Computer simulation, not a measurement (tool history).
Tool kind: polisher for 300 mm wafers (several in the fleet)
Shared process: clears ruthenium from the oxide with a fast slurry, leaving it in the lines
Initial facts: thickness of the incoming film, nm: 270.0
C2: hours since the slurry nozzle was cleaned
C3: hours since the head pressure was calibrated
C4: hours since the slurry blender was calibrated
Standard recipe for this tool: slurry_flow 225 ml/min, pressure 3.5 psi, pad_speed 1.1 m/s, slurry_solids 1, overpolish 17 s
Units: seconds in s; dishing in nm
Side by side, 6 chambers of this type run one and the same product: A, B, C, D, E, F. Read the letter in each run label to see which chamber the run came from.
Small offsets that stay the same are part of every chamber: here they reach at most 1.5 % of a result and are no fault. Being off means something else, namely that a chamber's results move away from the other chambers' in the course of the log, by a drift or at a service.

run 1C hour=3.3 | slurry_flow=225 pressure=3.5 pad_speed=1.1 slurry_solids=1 overpolish=17 | wafers_polished_on_this_pad=861 C2=246.7 C3=744.4 C4=175.8 | seconds=46.353 dishing=74.351
run 2E hour=5.3 | slurry_flow=225 pressure=3.5 pad_speed=1.1 slurry_solids=1 overpolish=17 | wafers_polished_on_this_pad=482 C2=483.2 C3=1263.8 C4=113.6 | seconds=45.841 dishing=70.368
-- hour=6.3 chamber B: slurry blender recalibrated
run 3F hour=7.4 | slurry_flow=225 pressure=3.5 pad_speed=1.1 slurry_solids=1 overpolish=17 | wafers_polished_on_this_pad=115 C2=327.4 C3=1088.4 C4=41.5 | seconds=44.787 dishing=74.834
-- hour=8.9 chamber C: worn pad replaced by a new one
run 4D hour=10.5 | slurry_flow=225 pressure=3.5 pad_speed=1.1 slurry_solids=1 overpolish=17 | wafers_polished_on_this_pad=606 C2=57.9 C3=406.2 C4=384.2 | seconds=44.401 dishing=73.575
-- hour=12.3 chamber A: worn pad replaced by a new one
-- hour=12.5 chamber E: worn pad replaced by a new one
run 5A hour=13.0 | slurry_flow=225 pressure=3.5 pad_speed=1.1 slurry_solids=1 overpolish=17 | wafers_polished_on_this_pad=8 C2=190.1 C3=908.2 C4=238.4 | seconds=43.968 dishing=69.631
-- hour=15.4 chamber C: head pressure recalibrated
run 6B hour=15.8 | slurry_flow=225 pressure=3.5 pad_speed=1.1 slurry_solids=1 overpolish=17 | wafers_polished_on_this_pad=1122 C2=481.5 C3=66.8 C4=9.5 | seconds=45.625 dishing=71.324
run 7C hour=19.7 | slurry_flow=225 pressure=3.5 pad_speed=1.1 slurry_solids=1 overpolish=17 | wafers_polished_on_this_pad=113 C2=263.1 C3=4.4 C4=192.2 | seconds=45.829 dishing=70.825
run 8E hour=23.0 | slurry_flow=225 pressure=3.5 pad_speed=1.1 slurry_solids=1 overpolish=17 | wafers_polished_on_this_pad=110 C2=500.9 C3=1281.5 C4=131.3 | seconds=44.692 dishing=70.896
run 9D hour=26.4 | slurry_flow=225 pressure=3.5 pad_speed=1.1 slurry_solids=1 overpolish=17 | wafers_polished_on_this_pad=774 C2=73.8 C3=422.1 C4=400.1 | seconds=43.733 dishing=73.722
run 10F hour=29.5 | slurry_flow=225 pressure=3.5 pad_speed=1.1 slurry_solids=1 overpolish=17 | wafers_polished_on_this_pad=348 C2=349.5 C3=1110.5 C4=63.6 | seconds=44.189 dishing=71.095
run 11B hour=32.4 | slurry_flow=225 pressure=3.5 pad_speed=1.1 slurry_solids=1 overpolish=17 | wafers_polished_on_this_pad=1297 C2=498.1 C3=83.4 C4=26.1 | seconds=45.434 dishing=72.633
-- hour=35.5 chamber D: slurry blender recalibrated
run 12A hour=35.7 | slurry_flow=225 pressure=3.5 pad_speed=1.1 slurry_solids=1 overpolish=17 | wafers_polished_on_this_pad=247 C2=212.8 C3=930.9 C4=261.1 | seconds=43.877 dishing=75.190
run 13C hour=37.7 | slurry_flow=225 pressure=2.6 pad_speed=1.1 slurry_solids=1 overpolish=9 | wafers_polished_on_this_pad=303 C2=281.1 C3=22.4 C4=210.2 | seconds=59.981 dishing=34.244
run 14A hour=39.7 | slurry_flow=225 pressure=2.6 pad_speed=1.1 slurry_solids=1 overpolish=9 | wafers_polished_on_this_pad=289 C2=216.8 C3=934.9 C4=265.1 | seconds=59.779 dishing=33.817
run 15B hour=43.4 | slurry_flow=225 pressure=2.6 pad_speed=1.1 slurry_solids=1 overpolish=9 | wafers_polished_on_this_pad=1413 C2=509.1 C3=94.4 C4=37.1 | seconds=60.127 dishing=34.417
run 16D hour=47.7 | slurry_flow=225 pressure=2.6 pad_speed=1.1 slurry_solids=1 overpolish=9 | wafers_polished_on_this_pad=998 C2=95.1 C3=443.4 C4=12.2 | seconds=60.323 dishing=33.331
-- hour=50.6 chamber B: worn pad replaced by a new one
run 17F hour=51.7 | slurry_flow=225 pressure=2.6 pad_speed=1.1 slurry_solids=1 overpolish=9 | wafers_polished_on_this_pad=581 C2=371.7 C3=1132.7 C4=85.8 | seconds=61.000 dishing=33.028
run 18E hour=54.3 | slurry_flow=225 pressure=2.6 pad_speed=1.1 slurry_solids=1 overpolish=9 | wafers_polished_on_this_pad=440 C2=532.2 C3=1312.8 C4=162.6 | seconds=60.355 dishing=32.950
run 19E hour=56.7 | slurry_flow=225 pressure=3.5 pad_speed=1.1 slurry_solids=1 overpolish=17 | wafers_polished_on_this_pad=465 C2=534.6 C3=1315.2 C4=165.0 | seconds=44.897 dishing=74.165
-- hour=60.9 chamber E: worn pad replaced by a new one
run 20C hour=61.0 | slurry_flow=225 pressure=3.5 pad_speed=1.1 slurry_solids=1 overpolish=17 | wafers_polished_on_this_pad=548 C2=304.4 C3=45.7 C4=233.5 | seconds=45.319 dishing=72.625
-- hour=63.1 chamber E: head pressure recalibrated
-- hour=63.6 chamber D: worn pad replaced by a new one
run 21A hour=65.2 | slurry_flow=225 pressure=3.5 pad_speed=1.1 slurry_solids=1 overpolish=17 | wafers_polished_on_this_pad=558 C2=242.3 C3=960.4 C4=290.6 | seconds=45.076 dishing=74.452
run 22F hour=68.9 | slurry_flow=225 pressure=3.5 pad_speed=1.1 slurry_solids=1 overpolish=17 | wafers_polished_on_this_pad=763 C2=388.9 C3=1149.9 C4=103.0 | seconds=45.075 dishing=75.255
run 23B hour=71.2 | slurry_flow=225 pressure=3.5 pad_speed=1.1 slurry_solids=1 overpolish=17 | wafers_polished_on_this_pad=217 C2=536.9 C3=122.2 C4=64.9 | seconds=44.568 dishing=71.129
run 24D hour=73.8 | slurry_flow=225 pressure=3.5 pad_speed=1.1 slurry_solids=1 overpolish=17 | wafers_polished_on_this_pad=107 C2=121.2 C3=469.5 C4=38.3 | seconds=44.654 dishing=74.513
run 25A hour=76.7 | slurry_flow=225 pressure=3.5 pad_speed=1.1 slurry_solids=1 overpolish=17 | wafers_polished_on_this_pad=679 C2=253.8 C3=971.9 C4=302.1 | seconds=43.768 dishing=72.537
run 26D hour=78.9 | slurry_flow=225 pressure=3.5 pad_speed=1.1 slurry_solids=1 overpolish=17 | wafers_polished_on_this_pad=161 C2=126.3 C3=474.6 C4=43.4 | seconds=43.869 dishing=72.940
run 27C hour=82.2 | slurry_flow=225 pressure=3.5 pad_speed=1.1 slurry_solids=1 overpolish=17 | wafers_polished_on_this_pad=772 C2=325.6 C3=66.9 C4=254.7 | seconds=45.082 dishing=72.515
run 28E hour=85.1 | slurry_flow=225 pressure=3.5 pad_speed=1.1 slurry_solids=1 overpolish=17 | wafers_polished_on_this_pad=255 C2=563.0 C3=22.0 C4=193.4 | seconds=50.299 dishing=65.015
run 29F hour=87.0 | slurry_flow=225 pressure=3.5 pad_speed=1.1 slurry_solids=1 overpolish=17 | wafers_polished_on_this_pad=953 C2=407.0 C3=1168.0 C4=121.1 | seconds=44.354 dishing=74.287
-- hour=91.2 chamber E: slurry blender recalibrated
run 30B hour=91.3 | slurry_flow=225 pressure=3.5 pad_speed=1.1 slurry_solids=1 overpolish=17 | wafers_polished_on_this_pad=429 C2=557.0 C3=142.3 C4=85.0 | seconds=44.308 dishing=71.677
run 31E hour=94.9 | slurry_flow=225 pressure=3.5 pad_speed=1.1 slurry_solids=1 overpolish=17 | wafers_polished_on_this_pad=358 C2=572.8 C3=31.8 C4=3.7 | seconds=49.512 dishing=66.591
-- hour=96.3 chamber F: worn pad replaced by a new one
run 32D hour=97.6 | slurry_flow=225 pressure=3.5 pad_speed=1.1 slurry_solids=1 overpolish=17 | wafers_polished_on_this_pad=358 C2=145.0 C3=493.3 C4=62.1 | seconds=45.309 dishing=73.901
run 33C hour=100.9 | slurry_flow=225 pressure=3.5 pad_speed=1.1 slurry_solids=1 overpolish=17 | wafers_polished_on_this_pad=969 C2=344.3 C3=85.6 C4=273.4 | seconds=44.593 dishing=71.666
run 34B hour=104.3 | slurry_flow=225 pressure=3.5 pad_speed=1.1 slurry_solids=1 overpolish=17 | wafers_polished_on_this_pad=566 C2=570.0 C3=155.3 C4=98.0 | seconds=44.613 dishing=77.609
run 35F hour=107.8 | slurry_flow=225 pressure=3.5 pad_speed=1.1 slurry_solids=1 overpolish=17 | wafers_polished_on_this_pad=121 C2=427.8 C3=1188.8 C4=141.9 | seconds=44.655 dishing=72.963
-- hour=109.9 chamber A: worn pad replaced by a new one
run 36A hour=110.1 | slurry_flow=225 pressure=3.5 pad_speed=1.1 slurry_solids=1 overpolish=17 | wafers_polished_on_this_pad=2 C2=287.2 C3=1005.3 C4=335.5 | seconds=43.941 dishing=74.283
run 37B hour=113.6 | slurry_flow=225 pressure=3.5 pad_speed=1.1 slurry_solids=1 overpolish=17 | wafers_polished_on_this_pad=663 C2=579.3 C3=164.6 C4=107.3 | seconds=45.404 dishing=73.632

One chamber off, gauge drift, or nothing amiss beyond the chambers' own small offsets? If it is a chamber, which one, and what is the likeliest cause?

The work done on chamber E during a service left it standing apart from the others.
What lies behind it: head's pressure below its setpoint, % = 10.6.

Here are 4 candidates for chamber E's next run, each the usual settings with a change, their results left as question marks. Which one brings its results back in line with what the others give on the usual settings?
In line means no further than this from the other chambers' mean on the usual settings: seconds 1.800 s; dishing 6.300 nm
run 38E-1 hour=116.7 | slurry_flow=230 pressure=3.9 pad_speed=1.22 slurry_solids=1.05 overpolish=17 | seconds=? dishing=?
run 38E-2 hour=116.7 | slurry_flow=225 pressure=3.7 pad_speed=1.16 slurry_solids=1.00 overpolish=17 | seconds=? dishing=?
run 38E-3 hour=116.7 | slurry_flow=225 pressure=3.3 pad_speed=1.04 slurry_solids=1.00 overpolish=17 | seconds=? dishing=?
run 38E-4 hour=116.7 | slurry_flow=225 pressure=3.2 pad_speed=1.00 slurry_solids=0.95 overpolish=17 | seconds=? dishing=?

What the other chambers average on the usual settings: seconds 44.684 s; dishing 73.067 nm
run=38E-1 seconds=39.572 dishing=78.756
run=38E-2 seconds=44.892 dishing=71.610
run=38E-3 seconds=56.044 dishing=60.097
run=38E-4 seconds=61.461 dishing=55.725
38E-2 is the one that brings the chamber's results back in line with the other chambers.
